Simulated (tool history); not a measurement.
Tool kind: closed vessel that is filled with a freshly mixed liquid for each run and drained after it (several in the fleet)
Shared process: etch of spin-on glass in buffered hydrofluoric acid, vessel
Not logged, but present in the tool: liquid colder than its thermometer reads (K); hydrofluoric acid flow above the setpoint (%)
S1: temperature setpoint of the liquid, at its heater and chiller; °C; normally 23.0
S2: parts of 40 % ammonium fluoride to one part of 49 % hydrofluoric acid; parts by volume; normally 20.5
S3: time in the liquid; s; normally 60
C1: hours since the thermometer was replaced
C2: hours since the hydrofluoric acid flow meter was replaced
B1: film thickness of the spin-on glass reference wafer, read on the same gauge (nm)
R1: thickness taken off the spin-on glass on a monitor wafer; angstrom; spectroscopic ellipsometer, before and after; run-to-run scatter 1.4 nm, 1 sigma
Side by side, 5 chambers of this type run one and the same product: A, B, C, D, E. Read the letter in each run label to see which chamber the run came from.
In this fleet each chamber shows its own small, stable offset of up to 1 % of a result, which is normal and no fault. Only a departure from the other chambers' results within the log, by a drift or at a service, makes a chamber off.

{"run": "1E", "hour": 7.4, "S1": 23.0, "S2": 20.5, "S3": 60, "C1": 1072.2, "C2": 241.7, "B1": 120.03, "R1": 1662.6}
{"run": "2A", "hour": 12.0, "S1": 23.0, "S2": 20.5, "S3": 60, "C1": 408.8, "C2": 17.8, "B1": 119.99, "R1": 1685.3}
{"run": "3B", "hour": 16.0, "S1": 23.0, "S2": 20.5, "S3": 60, "C1": 262.7, "C2": 1604.1, "B1": 120.01, "R1": 1683.3}
{"run": "4D", "hour": 23.5, "S1": 23.0, "S2": 20.5, "S3": 60, "C1": 445.7, "C2": 364.7, "B1": 120.03, "R1": 1687.9}
{"run": "5C", "hour": 30.0, "S1": 23.0, "S2": 20.5, "S3": 60, "C1": 527.1, "C2": 1492.5, "B1": 119.99, "R1": 1667.9}
{"run": "6E", "hour": 37.0, "S1": 23.0, "S2": 20.5, "S3": 60, "C1": 1101.8, "C2": 271.3, "B1": 119.99, "R1": 1703.7}
{"run": "7B", "hour": 44.2, "S1": 23.0, "S2": 20.5, "S3": 60, "C1": 290.9, "C2": 1632.3, "B1": 120.01, "R1": 1654.0}
{"run": "8D", "hour": 49.1, "S1": 23.0, "S2": 20.5, "S3": 60, "C1": 471.3, "C2": 390.3, "B1": 120.01, "R1": 1680.3}
{"run": "9A", "hour": 54.2, "S1": 23.0, "S2": 20.5, "S3": 60, "C1": 451.0, "C2": 60.0, "B1": 119.97, "R1": 1688.3}
{"run": "10C", "hour": 61.0, "S1": 23.0, "S2": 20.5, "S3": 60, "C1": 558.1, "C2": 1523.5, "B1": 120.0, "R1": 1708.4}
{"run": "11B", "hour": 68.2, "S1": 21.5, "S2": 20.5, "S3": 30, "C1": 314.9, "C2": 1656.3, "B1": 119.95, "R1": 770.5}
{"run": "12A", "hour": 74.3, "S1": 21.5, "S2": 20.5, "S3": 30, "C1": 471.1, "C2": 80.1, "B1": 120.0, "R1": 766.49}
{"run": "13D", "hour": 77.8, "S1": 21.5, "S2": 20.5, "S3": 30, "C1": 500.0, "C2": 419.0, "B1": 119.97, "R1": 780.73}
{"run": "14E", "hour": 85.1, "S1": 21.5, "S2": 20.5, "S3": 30, "C1": 1149.9, "C2": 319.4, "B1": 120.03, "R1": 768.15}
{"run": "15C", "hour": 90.4, "S1": 21.5, "S2": 20.5, "S3": 30, "C1": 587.5, "C2": 1552.9, "B1": 119.99, "R1": 778.07}
{"run": "16C", "hour": 95.3, "S1": 23.0, "S2": 20.5, "S3": 60, "C1": 592.4, "C2": 1557.8, "B1": 119.96, "R1": 1651.3}
{"run": "17A", "hour": 100.2, "S1": 23.0, "S2": 20.5, "S3": 60, "C1": 497.0, "C2": 106.0, "B1": 119.99, "R1": 1676.1}
{"run": "18E", "hour": 104.1, "S1": 23.0, "S2": 20.5, "S3": 60, "C1": 1168.9, "C2": 338.4, "B1": 120.0, "R1": 1672.5}
{"run": "19B", "hour": 110.5, "S1": 23.0, "S2": 13.5, "S3": 30, "C1": 357.2, "C2": 1698.6, "B1": 119.99, "R1": 1246.8}
{"run": "20D", "hour": 118.0, "S1": 23.0, "S2": 13.5, "S3": 30, "C1": 540.2, "C2": 459.2, "B1": 120.04, "R1": 1291.7}
{"run": "21A", "hour": 122.5, "S1": 23.0, "S2": 13.5, "S3": 30, "C1": 519.3, "C2": 128.3, "B1": 120.04, "R1": 1256.2}
{"run": "22D", "hour": 126.6, "S1": 23.0, "S2": 13.5, "S3": 30, "C1": 548.8, "C2": 467.8, "B1": 120.02, "R1": 1301.8}
{"run": "23B", "hour": 132.4, "S1": 23.0, "S2": 13.5, "S3": 30, "C1": 379.1, "C2": 1720.5, "B1": 119.97, "R1": 1246.2}
{"hour": 136.6, "done": "chamber B: hydrofluoric acid flow meter replaced"}
{"run": "24E", "hour": 137.1, "S1": 23.0, "S2": 20.5, "S3": 90, "C1": 1201.9, "C2": 371.4, "B1": 120.01, "R1": 2484.9}
{"run": "25C", "hour": 141.9, "S1": 23.0, "S2": 20.5, "S3": 90, "C1": 639.0, "C2": 1604.4, "B1": 120.05, "R1": 2488.3}
{"run": "26E", "hour": 148.5, "S1": 23.0, "S2": 20.5, "S3": 90, "C1": 1213.3, "C2": 382.8, "B1": 120.03, "R1": 2492.7}
{"run": "27B", "hour": 155.3, "S1": 23.0, "S2": 20.5, "S3": 90, "C1": 402.0, "C2": 18.7, "B1": 120.01, "R1": 2544.9}
{"run": "28C", "hour": 160.1, "S1": 23.0, "S2": 20.5, "S3": 90, "C1": 657.2, "C2": 1622.6, "B1": 119.97, "R1": 2505.0}
{"run": "29A", "hour": 164.9, "S1": 23.0, "S2": 27.5, "S3": 80, "C1": 561.7, "C2": 170.7, "B1": 120.01, "R1": 1826.5}
{"run": "30D", "hour": 169.6, "S1": 23.0, "S2": 27.5, "S3": 80, "C1": 591.8, "C2": 510.8, "B1": 119.99, "R1": 1897.6}
{"run": "31E", "hour": 174.2, "S1": 23.0, "S2": 27.5, "S3": 80, "C1": 1239.0, "C2": 408.5, "B1": 119.99, "R1": 1860.1}
{"run": "32D", "hour": 180.8, "S1": 23.0, "S2": 27.5, "S3": 80, "C1": 603.0, "C2": 522.0, "B1": 120.01, "R1": 1916.1}
{"run": "33B", "hour": 185.7, "S1": 23.0, "S2": 27.5, "S3": 80, "C1": 432.4, "C2": 49.1, "B1": 120.0, "R1": 1846.0}
{"run": "34C", "hour": 191.2, "S1": 23.0, "S2": 20.5, "S3": 60, "C1": 688.3, "C2": 1653.7, "B1": 119.99, "R1": 1667.2}
{"run": "35A", "hour": 196.0, "S1": 23.0, "S2": 20.5, "S3": 60, "C1": 592.8, "C2": 201.8, "B1": 120.0, "R1": 1698.5}
{"run": "36D", "hour": 202.5, "S1": 23.0, "S2": 20.5, "S3": 60, "C1": 624.7, "C2": 543.7, "B1": 120.04, "R1": 1778.4}
{"run": "37C", "hour": 208.8, "S1": 23.0, "S2": 20.5, "S3": 60, "C1": 705.9, "C2": 1671.3, "B1": 120.05, "R1": 1665.4}

Is one chamber out of step, is the gauge drifting, or do the chambers differ by no more than their own small offsets? For an off chamber, give its letter and the likeliest cause.

It is chamber D that slowly wanders off from its peers.
Cause: hydrofluoric acid flow above the setpoint (%) = 8.17.
From this log alone, it may not be told apart from: liquid hotter than its thermometer reads (K).

Which of the 4 candidates below, each the usual settings with something changed and its results left as question marks, puts chamber D back in line with what the other chambers give on the usual settings?
Counts as in line when no further than this from what the other chambers average on the usual settings: R1 50.00 angstrom
{"run": "38D-1", "hour": 214.2, "S1": 23.0, "S2": 20.0, "S3": 60, "R1": "?"}
{"run": "38D-2", "hour": 214.2, "S1": 23.0, "S2": 20.5, "S3": 55, "R1": "?"}
{"run": "38D-3", "hour": 214.2, "S1": 23.0, "S2": 20.5, "S3": 65, "R1": "?"}
{"run": "38D-4", "hour": 214.2, "S1": 23.0, "S2": 21.0, "S3": 60, "R1": "?"}

What the other chambers average on the usual settings: R1 1674.70 angstrom
run=38D-1 R1=1857.90
run=38D-2 R1=1662.20
run=38D-3 R1=1964.40
run=38D-4 R1=1770.80
Change 38D-2 lands the chamber within the allowed miss of the other chambers.
